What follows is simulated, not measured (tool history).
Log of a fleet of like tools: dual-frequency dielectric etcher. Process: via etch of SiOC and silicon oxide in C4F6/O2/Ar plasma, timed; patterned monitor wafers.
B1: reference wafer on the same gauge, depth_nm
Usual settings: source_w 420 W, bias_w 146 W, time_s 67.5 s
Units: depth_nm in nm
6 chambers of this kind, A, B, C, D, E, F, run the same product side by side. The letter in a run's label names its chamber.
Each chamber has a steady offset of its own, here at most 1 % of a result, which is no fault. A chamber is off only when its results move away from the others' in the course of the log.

run 1B day=0.300 | source_w=420 bias_w=146 time_s=67.5 | B1=70.053 | depth_nm=72.596
run 2E day=0.492 | source_w=420 bias_w=146 time_s=67.5 | B1=70.088 | depth_nm=72.666
run 3D day=0.708 | source_w=420 bias_w=146 time_s=67.5 | B1=70.093 | depth_nm=72.172
run 4C day=1.029 | source_w=420 bias_w=146 time_s=67.5 | B1=70.060 | depth_nm=73.161
run 5A day=1.204 | source_w=420 bias_w=146 time_s=67.5 | B1=70.111 | depth_nm=73.337
run 6F day=1.475 | source_w=420 bias_w=146 time_s=67.5 | B1=70.082 | depth_nm=72.758
run 7D day=1.754 | source_w=420 bias_w=146 time_s=67.5 | B1=70.153 | depth_nm=72.038
run 8C day=1.988 | source_w=390 bias_w=164 time_s=67.5 | B1=70.052 | depth_nm=72.659
run 9F day=2.321 | source_w=390 bias_w=164 time_s=67.5 | B1=70.065 | depth_nm=73.033
run 10E day=2.650 | source_w=390 bias_w=164 time_s=67.5 | B1=70.137 | depth_nm=72.705
-- day=2.725 chamber C: wet clean of the chamber
run 11B day=2.838 | source_w=390 bias_w=164 time_s=67.5 | B1=70.119 | depth_nm=73.137
run 12A day=3.008 | source_w=390 bias_w=164 time_s=67.5 | B1=70.096 | depth_nm=74.005
run 13B day=3.262 | source_w=390 bias_w=164 time_s=67.5 | B1=70.123 | depth_nm=73.390
run 14C day=3.500 | source_w=420 bias_w=146 time_s=67.5 | B1=70.136 | depth_nm=72.639
run 15D day=3.692 | source_w=420 bias_w=146 time_s=67.5 | B1=70.149 | depth_nm=72.014
run 16A day=3.958 | source_w=420 bias_w=146 time_s=67.5 | B1=70.028 | depth_nm=73.346
run 17F day=4.208 | source_w=420 bias_w=146 time_s=67.5 | B1=70.074 | depth_nm=72.380
-- day=4.371 chamber F: wet clean of the chamber
run 18E day=4.450 | source_w=510 bias_w=146 time_s=67.5 | B1=70.015 | depth_nm=78.090
run 19A day=4.596 | source_w=510 bias_w=146 time_s=67.5 | B1=70.141 | depth_nm=79.142
run 20C day=4.904 | source_w=510 bias_w=146 time_s=67.5 | B1=70.061 | depth_nm=78.556
run 21F day=5.183 | source_w=510 bias_w=146 time_s=67.5 | B1=70.164 | depth_nm=81.505
run 22B day=5.446 | source_w=510 bias_w=146 time_s=67.5 | B1=70.096 | depth_nm=78.519
-- day=5.558 chamber B: wet clean of the chamber
run 23D day=5.662 | source_w=510 bias_w=146 time_s=67.5 | B1=70.072 | depth_nm=77.931
run 24E day=5.825 | source_w=420 bias_w=146 time_s=67.5 | B1=70.156 | depth_nm=72.506
run 25F day=6.117 | source_w=420 bias_w=146 time_s=67.5 | B1=70.102 | depth_nm=75.186
run 26E day=6.262 | source_w=420 bias_w=146 time_s=67.5 | B1=69.997 | depth_nm=72.681
run 27C day=6.558 | source_w=420 bias_w=146 time_s=67.5 | B1=70.152 | depth_nm=73.059
run 28B day=6.767 | source_w=420 bias_w=146 time_s=67.5 | B1=70.050 | depth_nm=72.951
run 29A day=6.979 | source_w=420 bias_w=123 time_s=67.5 | B1=70.065 | depth_nm=70.040
run 30D day=7.179 | source_w=420 bias_w=123 time_s=67.5 | B1=70.095 | depth_nm=68.423
run 31E day=7.512 | source_w=420 bias_w=123 time_s=67.5 | B1=70.037 | depth_nm=68.854
run 32C day=7.667 | source_w=420 bias_w=123 time_s=67.5 | B1=70.071 | depth_nm=69.199
run 33F day=7.846 | source_w=420 bias_w=123 time_s=67.5 | B1=70.160 | depth_nm=71.627
run 34B day=8.021 | source_w=420 bias_w=123 time_s=67.5 | B1=70.111 | depth_nm=69.452
run 35A day=8.321 | source_w=420 bias_w=146 time_s=75.5 | B1=70.041 | depth_nm=82.081
run 36D day=8.575 | source_w=420 bias_w=146 time_s=75.5 | B1=70.087 | depth_nm=79.932
run 37A day=8.892 | source_w=420 bias_w=146 time_s=75.5 | B1=70.062 | depth_nm=81.568
run 38F day=9.071 | source_w=420 bias_w=146 time_s=75.5 | B1=70.167 | depth_nm=84.195

What goes on in this fleet: one chamber off, a drifting gauge, or nothing beyond the chambers' own small offsets? Name the chamber and the cause, if any.

A service left chamber F off against the others.
Cause: etch rate over this chamber's usual, % = 4.14.

Here are 4 candidates for chamber F's next run, each the usual settings with a change, their results left as question marks. Which one brings its results back in line with what the others give on the usual settings?
In line means no further than this from the other chambers' mean on the usual settings: depth_nm 1.100 nm
run 39F-1 day=9.308 | source_w=420 bias_w=145 time_s=65.0 | depth_nm=?
run 39F-2 day=9.308 | source_w=430 bias_w=148 time_s=71.0 | depth_nm=?
run 39F-3 day=9.308 | source_w=420 bias_w=164 time_s=67.5 | depth_nm=?
run 39F-4 day=9.308 | source_w=410 bias_w=144 time_s=64.0 | depth_nm=?

The other chambers' mean on the usual settings: depth_nm 72.683 nm
run=39F-1 depth_nm=72.390
run=39F-2 depth_nm=80.317
run=39F-3 depth_nm=78.083
run=39F-4 depth_nm=70.446
39F-1 brings the chamber back in line.
